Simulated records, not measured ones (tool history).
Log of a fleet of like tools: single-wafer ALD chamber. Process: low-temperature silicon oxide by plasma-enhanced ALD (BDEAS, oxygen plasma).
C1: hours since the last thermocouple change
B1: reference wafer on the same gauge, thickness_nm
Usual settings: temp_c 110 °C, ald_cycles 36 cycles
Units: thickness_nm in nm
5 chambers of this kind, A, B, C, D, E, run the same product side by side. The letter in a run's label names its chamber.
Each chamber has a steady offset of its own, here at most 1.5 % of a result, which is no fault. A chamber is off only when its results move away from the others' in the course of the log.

Run 1C, hour 10.3: usual settings; C1 706.7; B1 4.1394. Result: thickness_nm 5.0360 nm.
Run 2A, hour 19.9: usual settings; C1 2414.0; B1 4.1390. Result: thickness_nm 5.0345 nm.
Run 3B, hour 26.5: usual settings; C1 1505.3; B1 4.1374. Result: thickness_nm 5.0453 nm.
Run 4D, hour 32.2: usual settings; C1 567.2; B1 4.1384. Result: thickness_nm 4.9878 nm.
Run 5E, hour 38.8: usual settings; C1 519.8; B1 4.1377. Result: thickness_nm 5.0301 nm.
Run 6A, hour 49.1: usual settings; C1 2443.2; B1 4.1370. Result: thickness_nm 5.0361 nm.
At hour 55.2: chamber A: thermocouple changed; heater temperature recalibrated.
Run 7D, hour 56.4: usual settings; C1 591.4; B1 4.1374. Result: thickness_nm 4.9805 nm.
Run 8C, hour 63.7: usual settings; C1 760.1; B1 4.1351. Result: thickness_nm 5.0257 nm.
Run 9E, hour 70.9: usual settings; C1 551.9; B1 4.1362. Result: thickness_nm 5.0270 nm.
Run 10B, hour 80.5: usual settings; C1 1559.3; B1 4.1344. Result: thickness_nm 5.0567 nm.
Run 11B, hour 85.7: usual settings; C1 1564.5; B1 4.1348. Result: thickness_nm 5.0457 nm.
Run 12C, hour 93.8: usual settings; C1 790.2; B1 4.1312. Result: thickness_nm 5.0332 nm.
Run 13A, hour 99.8: usual settings; C1 44.6; B1 4.1332. Result: thickness_nm 5.0271 nm.
Run 14E, hour 108.3: usual settings but temp_c 99 °C; C1 589.3; B1 4.1316. Result: thickness_nm 5.1312 nm.
Run 15D, hour 114.5: usual settings but temp_c 99 °C; C1 649.5; B1 4.1320. Result: thickness_nm 5.0886 nm.
Run 16B, hour 124.1: usual settings but temp_c 99 °C; C1 1602.9; B1 4.1312. Result: thickness_nm 5.1484 nm.
Run 17A, hour 131.8: usual settings but temp_c 99 °C; C1 76.6; B1 4.1302. Result: thickness_nm 5.1282 nm.
Run 18D, hour 141.8: usual settings but temp_c 99 °C; C1 676.8; B1 4.1317. Result: thickness_nm 5.0853 nm.
Run 19E, hour 150.9: usual settings; C1 631.9; B1 4.1299. Result: thickness_nm 5.0333 nm.
Run 20C, hour 159.5: usual settings; C1 855.9; B1 4.1294. Result: thickness_nm 5.0302 nm.
Run 21D, hour 166.3: usual settings; C1 701.3; B1 4.1287. Result: thickness_nm 4.9747 nm.
Run 22E, hour 176.5: usual settings; C1 657.5; B1 4.1271. Result: thickness_nm 5.0226 nm.
Run 23C, hour 187.1: usual settings; C1 883.5; B1 4.1264. Result: thickness_nm 5.0210 nm.
Run 24A, hour 194.7: usual settings; C1 139.5; B1 4.1269. Result: thickness_nm 5.0324 nm.
Run 25B, hour 205.1: usual settings but ald_cycles 31 cycles; C1 1683.9; B1 4.1268. Result: thickness_nm 4.3282 nm.
Run 26A, hour 211.1: usual settings but ald_cycles 31 cycles; C1 155.9; B1 4.1254. Result: thickness_nm 4.3265 nm.
Run 27E, hour 219.1: usual settings but ald_cycles 31 cycles; C1 700.1; B1 4.1242. Result: thickness_nm 4.3126 nm.
Run 28D, hour 229.0: usual settings but ald_cycles 31 cycles; C1 764.0; B1 4.1231. Result: thickness_nm 4.2886 nm.
Run 29B, hour 233.8: usual settings but ald_cycles 31 cycles; C1 1712.6; B1 4.1243. Result: thickness_nm 4.3306 nm.
Run 30C, hour 239.8: usual settings; C1 936.2; B1 4.1244. Result: thickness_nm 5.0062 nm.
Run 31D, hour 245.4: usual settings; C1 780.4; B1 4.1228. Result: thickness_nm 4.9548 nm.
Run 32A, hour 256.0: usual settings; C1 200.8; B1 4.1218. Result: thickness_nm 5.0271 nm.
Run 33C, hour 262.7: usual settings; C1 959.1; B1 4.1230. Result: thickness_nm 5.0118 nm.
Run 34B, hour 267.7: usual settings but temp_c 103 °C, ald_cycles 32 cycles; C1 1746.5; B1 4.1217. Result: thickness_nm 4.5216 nm.
Run 35E, hour 277.6: usual settings but temp_c 103 °C, ald_cycles 32 cycles; C1 758.6; B1 4.1214. Result: thickness_nm 4.5099 nm.
Run 36C, hour 285.3: usual settings but temp_c 103 °C, ald_cycles 32 cycles; C1 981.7; B1 4.1204. Result: thickness_nm 4.5168 nm.
Run 37B, hour 291.7: usual settings but temp_c 103 °C, ald_cycles 32 cycles; C1 1770.5; B1 4.1187. Result: thickness_nm 4.5227 nm.
Run 38E, hour 299.3: usual settings but temp_c 103 °C, ald_cycles 32 cycles; C1 780.3; B1 4.1188. Result: thickness_nm 4.5035 nm.
Run 39A, hour 308.8: usual settings but temp_c 103 °C, ald_cycles 30 cycles; C1 253.6; B1 4.1189. Result: thickness_nm 4.2387 nm.
Run 40D, hour 314.7: usual settings but temp_c 103 °C, ald_cycles 30 cycles; C1 849.7; B1 4.1182. Result: thickness_nm 4.2053 nm.

Next, every chamber runs the same settings. What will each give?
Run 41A, hour 322.5: usual settings but temp_c 122 °C. Result: thickness_nm ?.
Run 41B, hour 322.5: usual settings but temp_c 122 °C. Result: thickness_nm ?.
Run 41C, hour 322.5: usual settings but temp_c 122 °C. Result: thickness_nm ?.
Run 41D, hour 322.5: usual settings but temp_c 122 °C. Result: thickness_nm ?.
Run 41E, hour 322.5: usual settings but temp_c 122 °C. Result: thickness_nm ?.

run  thickness_nm
41A        4.9025
41B        4.9136
41C        4.9006
41D        4.8559
41E        4.8932
